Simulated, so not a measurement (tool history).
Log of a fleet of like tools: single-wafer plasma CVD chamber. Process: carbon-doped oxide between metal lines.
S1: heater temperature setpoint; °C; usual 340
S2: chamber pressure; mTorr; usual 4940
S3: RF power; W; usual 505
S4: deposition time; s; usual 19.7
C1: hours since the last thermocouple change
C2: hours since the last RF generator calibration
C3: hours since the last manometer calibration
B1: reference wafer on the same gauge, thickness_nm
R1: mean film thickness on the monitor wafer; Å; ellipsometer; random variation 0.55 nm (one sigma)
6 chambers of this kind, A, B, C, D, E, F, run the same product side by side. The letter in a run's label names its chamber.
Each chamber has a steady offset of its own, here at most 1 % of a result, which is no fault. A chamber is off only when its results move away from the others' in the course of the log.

| run | hour | S1 | S2 | S3 | S4 | C1 | C2 | C3 | B1 | R1 |
|---|---|---|---|---|---|---|---|---|---|---|
| 1E | 4.6 | 340 | 4940 | 505 | 19.7 | 1131.7 | 281.7 | 1851.4 | 118.05 | 1044.5 |
| 2F | 9.5 | 340 | 4940 | 505 | 19.7 | 20.1 | 1019.8 | 1289.9 | 118.12 | 1047.7 |
| 3D | 12.8 | 340 | 4940 | 505 | 19.7 | 1168.6 | 816 | 459 | 118.1 | 1057.2 |
| 4C | 18.3 | 340 | 4940 | 505 | 19.7 | 848.2 | 203 | 1224.3 | 117.93 | 1043.7 |
| 5A | 21.8 | 340 | 4940 | 505 | 19.7 | 353.4 | 1312.1 | 3126.5 | 118.03 | 1049.5 |
| 6B | 26.7 | 340 | 4940 | 505 | 19.7 | 155.3 | 1539 | 2879 | 118.12 | 1033.2 |
| 7B | 31.4 | 340 | 4940 | 600 | 19.7 | 160 | 1543.7 | 2883.7 | 117.95 | 1160.2 |
| 8A | 35.1 | 340 | 4940 | 600 | 19.7 | 366.7 | 1325.4 | 3139.8 | 118 | 1155.6 |
| 9D | 40.4 | 340 | 4940 | 600 | 19.7 | 1196.2 | 843.6 | 486.6 | 117.88 | 1172.5 |
| 10C | 44.7 | 340 | 4940 | 600 | 19.7 | 874.6 | 229.4 | 1250.7 | 117.97 | 1174 |
| 11E | 47.1 | 340 | 4940 | 600 | 19.7 | 1174.2 | 324.2 | 1893.9 | 118.01 | 1177.1 |
|  | 49.5 | chamber B: capacitance manometer re-zeroed and calibrated |
| 12F | 51.1 | 340 | 4940 | 600 | 19.7 | 61.7 | 1061.4 | 1331.5 | 117.93 | 1170.9 |
| 13B | 53.5 | 340 | 4940 | 505 | 19.7 | 182.1 | 1565.8 | 4 | 118.02 | 1036.9 |
| 14A | 56.4 | 340 | 4940 | 505 | 19.7 | 388 | 1346.7 | 3161.1 | 117.98 | 1046 |
| 15C | 58.8 | 340 | 4940 | 505 | 19.7 | 888.7 | 243.5 | 1264.8 | 117.94 | 1048.1 |
| 16F | 61.6 | 340 | 4940 | 505 | 19.7 | 72.2 | 1071.9 | 1342 | 118.02 | 1051 |
| 17D | 66.2 | 340 | 4940 | 505 | 19.7 | 1222 | 869.4 | 512.4 | 117.79 | 1039.1 |
| 18E | 70.3 | 340 | 4940 | 505 | 19.7 | 1197.4 | 347.4 | 1917.1 | 117.95 | 1052.1 |
| 19B | 73.1 | 340 | 4940 | 505 | 19.7 | 201.7 | 1585.4 | 23.6 | 118.14 | 1042.7 |
| 20A | 76.5 | 340 | 4940 | 595 | 19.7 | 408.1 | 1366.8 | 3181.2 | 117.93 | 1166.3 |
| 21F | 81.8 | 340 | 4940 | 595 | 19.7 | 92.4 | 1092.1 | 1362.2 | 117.95 | 1174.6 |
| 22C | 87.3 | 340 | 4940 | 595 | 19.7 | 917.2 | 272 | 1293.3 | 118.25 | 1171.9 |
| 23D | 89.8 | 340 | 4940 | 595 | 19.7 | 1245.6 | 893 | 536 | 118.07 | 1163 |
| 24E | 94.9 | 340 | 4940 | 595 | 19.7 | 1222 | 372 | 1941.7 | 117.95 | 1162.2 |
| 25E | 98.8 | 340 | 4940 | 595 | 19.7 | 1225.9 | 375.9 | 1945.6 | 117.9 | 1154.6 |
| 26D | 102.8 | 340 | 4940 | 505 | 19.7 | 1258.6 | 906 | 549 | 118.06 | 1049.4 |
|  | 105.6 | chamber C: capacitance manometer re-zeroed and calibrated |
| 27B | 106.8 | 340 | 4940 | 505 | 21.8 | 235.4 | 1619.1 | 57.3 | 118.13 | 1141 |
| 28A | 109.6 | 340 | 4940 | 505 | 21.8 | 441.2 | 1399.9 | 3214.3 | 117.99 | 1169.6 |
| 29C | 113.8 | 340 | 4940 | 505 | 21.8 | 943.7 | 298.5 | 8.3 | 118.15 | 1154.6 |
| 30F | 116.7 | 340 | 4940 | 505 | 21.8 | 127.3 | 1127 | 1397.1 | 117.83 | 1164.8 |
| 31D | 120.6 | 340 | 4940 | 505 | 21.8 | 1276.4 | 923.8 | 566.8 | 117.94 | 1159.8 |
| 32A | 123.9 | 340 | 4940 | 505 | 21.8 | 455.5 | 1414.2 | 3228.6 | 118.01 | 1156.5 |
|  | 127.8 | chamber E: capacitance manometer re-zeroed and calibrated |
| 33C | 128.8 | 340 | 4940 | 585 | 22.3 | 958.7 | 313.5 | 23.3 | 118.18 | 1301.8 |
| 34E | 133.4 | 340 | 4940 | 585 | 22.3 | 1260.5 | 410.5 | 5.7 | 118.04 | 1302.3 |
| 35B | 136.3 | 340 | 4940 | 585 | 22.3 | 264.9 | 1648.6 | 86.8 | 118.04 | 1289.3 |
| 36F | 141.7 | 340 | 4940 | 585 | 22.3 | 152.3 | 1152 | 1422.1 | 118.08 | 1308.9 |
| 37D | 146.6 | 340 | 4940 | 585 | 22.3 | 1302.4 | 949.8 | 592.8 | 117.98 | 1290.4 |
| 38B | 150.4 | 340 | 4940 | 585 | 22.3 | 279 | 1662.7 | 100.9 | 117.85 | 1297.2 |

What goes on in this fleet: one chamber off, a drifting gauge, or nothing beyond the chambers' own small offsets? Name the chamber and the cause, if any.

No chamber stands off beyond its own small offset, and the gauge holds steady.
